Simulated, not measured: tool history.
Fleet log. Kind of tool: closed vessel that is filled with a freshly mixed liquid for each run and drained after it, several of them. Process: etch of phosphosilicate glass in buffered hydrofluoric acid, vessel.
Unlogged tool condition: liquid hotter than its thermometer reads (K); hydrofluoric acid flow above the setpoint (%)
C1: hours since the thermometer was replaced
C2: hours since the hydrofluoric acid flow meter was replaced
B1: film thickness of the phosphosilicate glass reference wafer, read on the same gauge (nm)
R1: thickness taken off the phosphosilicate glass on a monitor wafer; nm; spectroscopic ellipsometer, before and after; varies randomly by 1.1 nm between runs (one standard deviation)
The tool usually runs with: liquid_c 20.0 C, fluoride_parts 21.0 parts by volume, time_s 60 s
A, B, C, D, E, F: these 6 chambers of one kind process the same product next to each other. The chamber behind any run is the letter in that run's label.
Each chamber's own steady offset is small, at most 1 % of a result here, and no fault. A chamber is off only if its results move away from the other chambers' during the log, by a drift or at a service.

run 1A day=0.317 | liquid_c=20.0 fluoride_parts=21.0 time_s=60 | C1=405.4 C2=1026.0 | B1=50.008 | R1=112.340
run 2F day=0.712 | liquid_c=20.0 fluoride_parts=21.0 time_s=60 | C1=690.2 C2=533.6 | B1=49.991 | R1=111.730
run 3E day=1.217 | liquid_c=20.0 fluoride_parts=21.0 time_s=60 | C1=96.3 C2=182.8 | B1=50.034 | R1=113.290
run 4B day=1.671 | liquid_c=20.0 fluoride_parts=21.0 time_s=60 | C1=1927.2 C2=182.0 | B1=49.993 | R1=110.300
run 5C day=1.946 | liquid_c=20.0 fluoride_parts=21.0 time_s=60 | C1=98.9 C2=959.1 | B1=49.995 | R1=112.680
run 6D day=2.538 | liquid_c=20.0 fluoride_parts=21.0 time_s=60 | C1=200.4 C2=262.5 | B1=50.025 | R1=113.490
run 7C day=2.925 | liquid_c=17.0 fluoride_parts=28.5 time_s=60 | C1=122.4 C2=982.6 | B1=49.989 | R1=77.411
run 8A day=3.404 | liquid_c=17.0 fluoride_parts=28.5 time_s=60 | C1=479.5 C2=1100.1 | B1=49.993 | R1=74.872
run 9E day=4.000 | liquid_c=17.0 fluoride_parts=28.5 time_s=60 | C1=163.1 C2=249.6 | B1=50.006 | R1=76.082
run 10F day=4.321 | liquid_c=17.0 fluoride_parts=28.5 time_s=60 | C1=776.8 C2=620.2 | B1=50.005 | R1=75.736
run 11B day=4.875 | liquid_c=17.0 fluoride_parts=28.5 time_s=60 | C1=2004.1 C2=258.9 | B1=50.020 | R1=75.719
run 12D day=5.388 | liquid_c=17.0 fluoride_parts=28.5 time_s=60 | C1=268.8 C2=330.9 | B1=49.998 | R1=76.697
run 13F day=5.704 | liquid_c=20.0 fluoride_parts=21.0 time_s=60 | C1=810.0 C2=653.4 | B1=50.002 | R1=109.580
run 14C day=5.996 | liquid_c=20.0 fluoride_parts=21.0 time_s=60 | C1=196.1 C2=1056.3 | B1=50.013 | R1=112.880
run 15D day=6.362 | liquid_c=20.0 fluoride_parts=21.0 time_s=60 | C1=292.2 C2=354.3 | B1=49.983 | R1=111.750
-- day=6.738 chamber C: hydrofluoric acid flow meter replaced
run 16A day=6.750 | liquid_c=20.0 fluoride_parts=21.0 time_s=60 | C1=559.8 C2=1180.4 | B1=49.996 | R1=112.050
run 17B day=7.142 | liquid_c=24.5 fluoride_parts=21.0 time_s=40 | C1=2058.5 C2=313.3 | B1=50.001 | R1=94.852
run 18E day=7.529 | liquid_c=24.5 fluoride_parts=21.0 time_s=40 | C1=247.8 C2=334.3 | B1=49.992 | R1=95.145
-- day=7.942 chamber D: hydrofluoric acid flow meter replaced
run 19E day=8.096 | liquid_c=24.5 fluoride_parts=21.0 time_s=40 | C1=261.4 C2=347.9 | B1=49.993 | R1=95.079
run 20D day=8.625 | liquid_c=24.5 fluoride_parts=21.0 time_s=40 | C1=346.5 C2=16.4 | B1=49.982 | R1=95.781
run 21B day=9.225 | liquid_c=24.5 fluoride_parts=21.0 time_s=40 | C1=2108.5 C2=363.3 | B1=50.005 | R1=95.098
run 22F day=9.692 | liquid_c=24.5 fluoride_parts=21.0 time_s=40 | C1=905.7 C2=749.1 | B1=49.983 | R1=96.745
run 23A day=10.300 | liquid_c=20.0 fluoride_parts=14.5 time_s=60 | C1=645.0 C2=1265.6 | B1=49.998 | R1=157.500
run 24C day=10.608 | liquid_c=20.0 fluoride_parts=14.5 time_s=60 | C1=306.8 C2=93.0 | B1=50.006 | R1=159.250
run 25D day=11.096 | liquid_c=20.0 fluoride_parts=14.5 time_s=60 | C1=405.8 C2=75.7 | B1=50.020 | R1=156.520
run 26B day=11.367 | liquid_c=20.0 fluoride_parts=14.5 time_s=60 | C1=2159.9 C2=414.7 | B1=50.017 | R1=159.440
run 27F day=11.929 | liquid_c=20.0 fluoride_parts=14.5 time_s=60 | C1=959.4 C2=802.8 | B1=49.984 | R1=157.860
run 28E day=12.296 | liquid_c=20.0 fluoride_parts=14.5 time_s=60 | C1=362.2 C2=448.7 | B1=49.985 | R1=157.610
run 29A day=12.879 | liquid_c=20.0 fluoride_parts=21.0 time_s=60 | C1=706.9 C2=1327.5 | B1=49.992 | R1=110.940
run 30C day=13.246 | liquid_c=20.0 fluoride_parts=21.0 time_s=60 | C1=370.1 C2=156.3 | B1=49.984 | R1=110.280
run 31C day=13.583 | liquid_c=20.0 fluoride_parts=21.0 time_s=60 | C1=378.2 C2=164.4 | B1=50.000 | R1=111.130
run 32A day=14.054 | liquid_c=20.0 fluoride_parts=21.0 time_s=60 | C1=735.1 C2=1355.7 | B1=50.001 | R1=110.930
run 33D day=14.658 | liquid_c=20.0 fluoride_parts=21.0 time_s=60 | C1=491.3 C2=161.2 | B1=50.008 | R1=112.080
run 34B day=15.138 | liquid_c=20.0 fluoride_parts=21.0 time_s=60 | C1=2250.4 C2=505.2 | B1=49.987 | R1=111.530
run 35F day=15.429 | liquid_c=20.0 fluoride_parts=21.0 time_s=60 | C1=1043.4 C2=886.8 | B1=49.986 | R1=109.680
run 36E day=15.804 | liquid_c=20.0 fluoride_parts=21.0 time_s=60 | C1=446.4 C2=532.9 | B1=49.993 | R1=112.520
-- day=16.088 chamber D: thermometer replaced
run 37D day=16.154 | liquid_c=20.0 fluoride_parts=21.0 time_s=60 | C1=1.7 C2=197.1 | B1=49.980 | R1=111.980
run 38B day=16.617 | liquid_c=20.0 fluoride_parts=21.0 time_s=60 | C1=2285.9 C2=540.7 | B1=49.991 | R1=110.780
run 39C day=16.921 | liquid_c=20.0 fluoride_parts=21.0 time_s=60 | C1=458.3 C2=244.5 | B1=49.985 | R1=112.750
run 40A day=17.417 | liquid_c=23.0 fluoride_parts=21.0 time_s=60 | C1=815.8 C2=1436.4 | B1=49.991 | R1=132.040
run 41E day=17.892 | liquid_c=23.0 fluoride_parts=21.0 time_s=60 | C1=496.5 C2=583.0 | B1=50.033 | R1=131.660
run 42F day=18.350 | liquid_c=23.0 fluoride_parts=21.0 time_s=60 | C1=1113.5 C2=956.9 | B1=50.002 | R1=129.960
run 43F day=18.796 | liquid_c=23.0 fluoride_parts=21.0 time_s=60 | C1=1124.2 C2=967.6 | B1=49.996 | R1=132.170

Is one chamber out of step, is the gauge drifting, or do the chambers differ by no more than their own small offsets? For an off chamber, give its letter and the likeliest cause.

Neither any chamber nor the gauge drifts; the chambers differ only by their own small, steady offsets.
